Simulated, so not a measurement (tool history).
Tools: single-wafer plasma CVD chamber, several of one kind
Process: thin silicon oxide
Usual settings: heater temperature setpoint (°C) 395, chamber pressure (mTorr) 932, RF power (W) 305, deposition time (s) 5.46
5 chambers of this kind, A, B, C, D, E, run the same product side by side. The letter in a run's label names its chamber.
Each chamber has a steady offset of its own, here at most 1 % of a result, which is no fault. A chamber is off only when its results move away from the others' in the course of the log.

run    day  heater temperature setpoint (°C)  chamber pressure (mTorr)  RF power (W)  deposition time (s)  read-back reference wafer on the same gauge, thickness_nm  mean film thickness on the monitor wafer (Å)
 1C  0.092                               395                       932           305                 5.46                                                     12.001                                        115.76
 2E  0.238                               395                       932           305                 5.46                                                     11.997                                        116.32
 3B  0.400                               395                       932           305                 5.46                                                     11.995                                        115.85
 4A  0.575                               395                       932           305                 5.46                                                     11.991                                        114.85
 5D  0.738                               395                       932           365                 5.46                                                     11.992                                        123.93
 6E  0.850                               395                       932           365                 5.46                                                     11.988                                        124.88
 7A  0.958                               395                       932           365                 5.46                                                     11.988                                        123.20
 8D  1.146                               395                       932           365                 5.46                                                     11.990                                        123.62
 9B  1.296                               395                       932           365                 5.46                                                     11.989                                        123.86
10C  1.475                               395                       932           305                 5.46                                                     11.983                                        115.97
11E  1.629                               395                       932           305                 5.46                                                     11.983                                        116.27
12A  1.767                               395                       932           305                 5.46                                                     11.983                                        115.06
13D  1.904                               395                       932           305                 5.46                                                     11.980                                        115.02
14B  2.062                               400                       932           305                 5.46                                                     11.981                                        115.10
15C  2.262                               400                       932           305                 5.46                                                     11.977                                        115.60
16C  2.383                               400                       932           305                 5.46                                                     11.978                                        115.21
17E  2.471                               400                       932           305                 5.46                                                     11.976                                        115.91
18B  2.646                               400                       932           305                 5.46                                                     11.975                                        114.95
19A  2.825                               395                       932           305                 5.46                                                     11.971                                        114.65
20D  2.979                               395                       932           305                 5.46                                                     11.972                                        114.97
21A  3.154                               395                       932           305                 5.46                                                     11.968                                        114.81
22B  3.321                               395                       932           305                 5.46                                                     11.965                                        115.20
23D  3.500                               395                       932           305                 5.46                                                     11.962                                        115.18
24C  3.658                               395                       932           305                 5.46                                                     11.960                                        115.51
25E  3.842                               395                       932           305                 5.46                                                     11.961                                        115.99
26D  4.038                               395                       932           305                 5.46                                                     11.960                                        114.89
27A  4.154                               395                       932           305                 5.46                                                     11.956                                        114.84
28C  4.242                               395                       932           260                 5.46                                                     11.955                                        108.01
29B  4.354                               395                       932           260                 5.46                                                     11.953                                        107.74
30E  4.529                               395                       932           260                 5.46                                                     11.954                                        108.28
31D  4.721                               395                       932           260                 5.46                                                     11.951                                        107.37
32B  4.817                               395                       932           260                 5.46                                                     11.948                                        107.58
33E  4.975                               395                       932           305                 5.46                                                     11.948                                        115.89

Next, every chamber runs the same settings. What will each give?
34A  5.121                               395                       932           305                 5.46                                                                                                        ?
34B  5.121                               395                       932           305                 5.46                                                                                                        ?
34C  5.121                               395                       932           305                 5.46                                                                                                        ?
34D  5.121                               395                       932           305                 5.46                                                                                                        ?
34E  5.121                               395                       932           305                 5.46                                                                                                        ?

run  mean film thickness on the monitor wafer (Å)
34A                                        114.70
34B                                        115.09
34C                                        115.49
34D                                        114.87
34E                                        115.81
